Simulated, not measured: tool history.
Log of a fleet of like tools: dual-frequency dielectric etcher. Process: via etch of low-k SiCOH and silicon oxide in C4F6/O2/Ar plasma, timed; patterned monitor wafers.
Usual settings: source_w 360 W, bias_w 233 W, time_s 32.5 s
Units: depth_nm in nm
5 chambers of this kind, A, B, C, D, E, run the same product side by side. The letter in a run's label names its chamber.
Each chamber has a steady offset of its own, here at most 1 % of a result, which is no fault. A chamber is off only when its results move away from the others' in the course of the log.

run,hour,source_w,bias_w,time_s,hours since the last wet clean,hours since the last source power generator calibration,hours since the last bias power generator calibration,"read-back reference wafer on the same gauge, depth_nm",depth_nm
1A,9.5,360,233,32.5,384,37.7,1794.1,77.49,80.048
# hour 16.5: chamber D: bias power generator calibrated
# hour 20.9: chamber E: wet clean of the chamber
2B,22.9,360,233,32.5,72.4,1717.8,1871.3,77.554,80.373
3E,34.7,360,233,32.5,13.8,933.4,1530,77.49,79.937
4D,48.7,360,233,32.5,56.7,395.4,32.3,77.462,80.818
5C,58,360,233,32.5,151.7,2742.9,226.7,77.45,80.493
6C,72.2,360,233,32.5,165.9,2757.1,240.9,77.5,80.378
7A,85,360,233,32.5,459.5,113.2,1869.6,77.497,80.229
8D,92.7,360,233,32.5,100.7,439.4,76.3,77.506,80.721
9B,106.4,360,233,32.5,155.9,1801.3,1954.8,77.477,80.357
# hour 110.3: chamber A: wet clean of the chamber
10E,118.8,290,233,32.5,97.9,1017.5,1614.1,77.519,73.413
11D,125.6,290,233,32.5,133.6,472.3,109.2,77.519,74.293
12A,133.1,290,233,32.5,22.8,161.3,1917.7,77.533,73.856
13C,141.5,290,233,32.5,235.2,2826.4,310.2,77.508,74.139
14E,156,290,233,32.5,135.1,1054.7,1651.3,77.506,73.763
15B,169.9,360,267,32.5,219.4,1864.8,2018.3,77.508,84.342
16A,177.4,360,267,32.5,67.1,205.6,1962,77.52,83.888
17D,191,360,267,32.5,199,537.7,174.6,77.507,84.782
18C,198.1,360,267,32.5,291.8,2883,366.8,77.466,85.471
19B,207.5,360,267,32.5,257,1902.4,2055.9,77.473,84.427
20E,215.5,360,233,32.5,194.6,1114.2,1710.8,77.484,80.062
21C,221.9,360,233,32.5,315.6,2906.8,390.6,77.463,81.772
22B,231.4,360,233,32.5,280.9,1926.3,2079.8,77.486,80.343
23E,238.7,360,184,32.5,217.8,1137.4,1734,77.484,73.821
24A,246.7,360,184,32.5,136.4,274.9,2031.3,77.5,74.134
25D,259.7,360,184,32.5,267.7,606.4,243.3,77.477,74.824
26D,268.9,360,184,32.5,276.9,615.6,252.5,77.507,74.885
27C,280.7,360,184,32.5,374.4,2965.6,449.4,77.468,76.351
28E,287.6,390,233,32.5,266.7,1186.3,1782.9,77.499,82.415
29A,300.2,390,233,32.5,189.9,328.4,2084.8,77.496,82.617
30B,314.6,390,233,32.5,364.1,2009.5,2163,77.504,83.447
# hour 323.6: chamber E: bias power generator calibrated
31E,327.9,390,233,32.5,307,1226.6,4.4,77.49,82.021

All 5 chambers run these settings next. Forecast each chamber's results:
32A,338.3,360,233,32.5,,,,,?
32B,338.3,360,233,32.5,,,,,?
32C,338.3,360,233,32.5,,,,,?
32D,338.3,360,233,32.5,,,,,?
32E,338.3,360,233,32.5,,,,,?

run,depth_nm
32A,80.002
32B,80.807
32C,83.029
32D,80.729
32E,80
